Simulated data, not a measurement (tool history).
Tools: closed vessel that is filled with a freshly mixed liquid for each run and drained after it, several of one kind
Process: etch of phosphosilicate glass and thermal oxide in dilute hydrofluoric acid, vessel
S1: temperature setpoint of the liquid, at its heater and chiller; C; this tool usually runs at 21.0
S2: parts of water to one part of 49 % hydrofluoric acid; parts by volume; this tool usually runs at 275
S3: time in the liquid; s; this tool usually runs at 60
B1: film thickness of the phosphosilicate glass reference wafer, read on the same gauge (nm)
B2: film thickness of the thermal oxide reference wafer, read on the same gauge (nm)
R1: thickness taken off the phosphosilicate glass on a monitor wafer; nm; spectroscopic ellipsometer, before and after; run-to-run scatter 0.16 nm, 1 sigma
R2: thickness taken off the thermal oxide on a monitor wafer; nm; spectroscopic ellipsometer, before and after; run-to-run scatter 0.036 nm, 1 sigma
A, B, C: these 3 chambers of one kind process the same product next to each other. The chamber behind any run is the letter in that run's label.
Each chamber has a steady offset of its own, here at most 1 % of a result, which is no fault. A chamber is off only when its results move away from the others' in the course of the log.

run   hour    S1   S2  S3       B1      B2      R1       R2
 1C    6.5  21.0  275  60   99.983  50.000  21.085  0.72992
 2B   11.0  21.0  275  60   99.992  50.023  20.961  0.80215
 3A   17.2  21.0  275  60   99.970  50.003  21.378  0.69591
 4B   24.0  21.0  275  60  100.010  50.017  21.042  0.73492
      25.9  -- chamber A: thermometer replaced
 5C   30.4  21.0  275  60   99.973  50.005  21.079  0.74864
 6A   35.2  21.0  365  60  100.010  50.004  14.648  0.56142
 7A   38.9  21.0  365  60   99.983  49.943  14.439  0.55428
 8C   44.1  21.0  365  60  100.020  49.999  14.666  0.49939
 9B   48.3  21.0  275  60  100.010  49.984  21.312  0.79661
10C   55.6  21.0  275  60   99.977  49.989  21.123  0.78064
11A   62.0  21.0  275  60   99.988  50.014  21.106  0.78189
12B   68.1  21.0  275  60   99.993  50.009  20.865  0.79003
13C   75.2  21.0  275  60   99.978  49.978  21.285  0.77441
14B   80.5  21.0  275  60   99.987  49.989  21.046  0.84728
15A   87.1  21.0  275  60   99.987  49.996  20.809  0.82710
16A   90.9  21.0  275  60   99.961  49.985  21.344  0.85372
17B   94.7  21.0  275  60   99.969  49.992  21.377  0.77625
18C   98.0  18.0  330  60  100.000  50.031  14.860  0.51265
19A  102.0  18.0  330  60   99.985  50.006  14.931  0.57379
20B  108.4  18.0  330  60  100.020  50.017  15.037  0.58236
21C  116.0  21.0  275  60   99.983  49.976  21.232  0.74956
22B  120.8  21.0  275  60  100.010  49.990  20.871  0.79808
23C  125.6  21.0  275  60   99.990  49.978  21.177  0.74045
24A  130.9  21.0  275  60   99.999  50.010  21.000  0.70634
25B  137.8  21.0  275  60  100.010  49.992  21.165  0.78630
26A  145.2  21.0  275  90   99.966  50.024  31.651  1.17850
27C  152.2  21.0  275  90   99.997  49.966  32.024  1.13420
28B  158.5  21.0  275  90  100.030  50.026  31.804  1.20930
29C  164.8  21.0  275  60   99.997  49.989  21.183  0.74372
30A  171.8  21.0  275  60   99.998  49.980  21.398  0.77696
31C  176.2  21.0  275  60  100.030  50.025  21.167  0.72539
32A  183.6  18.5  150  60   99.979  49.980  39.868  1.47030
33B  188.2  18.5  150  60   99.998  49.991  39.536  1.37500
34B  194.5  18.5  150  60  100.030  49.967  39.324  1.53700
35A  198.3  21.0  275  30  100.030  49.998  10.570  0.37824

The same settings go to every chamber for the next run, one line per chamber below. Forecast the results for each:
36A  203.8  21.0  275  60           ?   ?
36B  203.8  21.0  275  60           ?   ?
36C  203.8  21.0  275  60           ?   ?

run      R1       R2
36A  21.049  0.81111
36B  20.970  0.75690
36C  21.204  0.78140
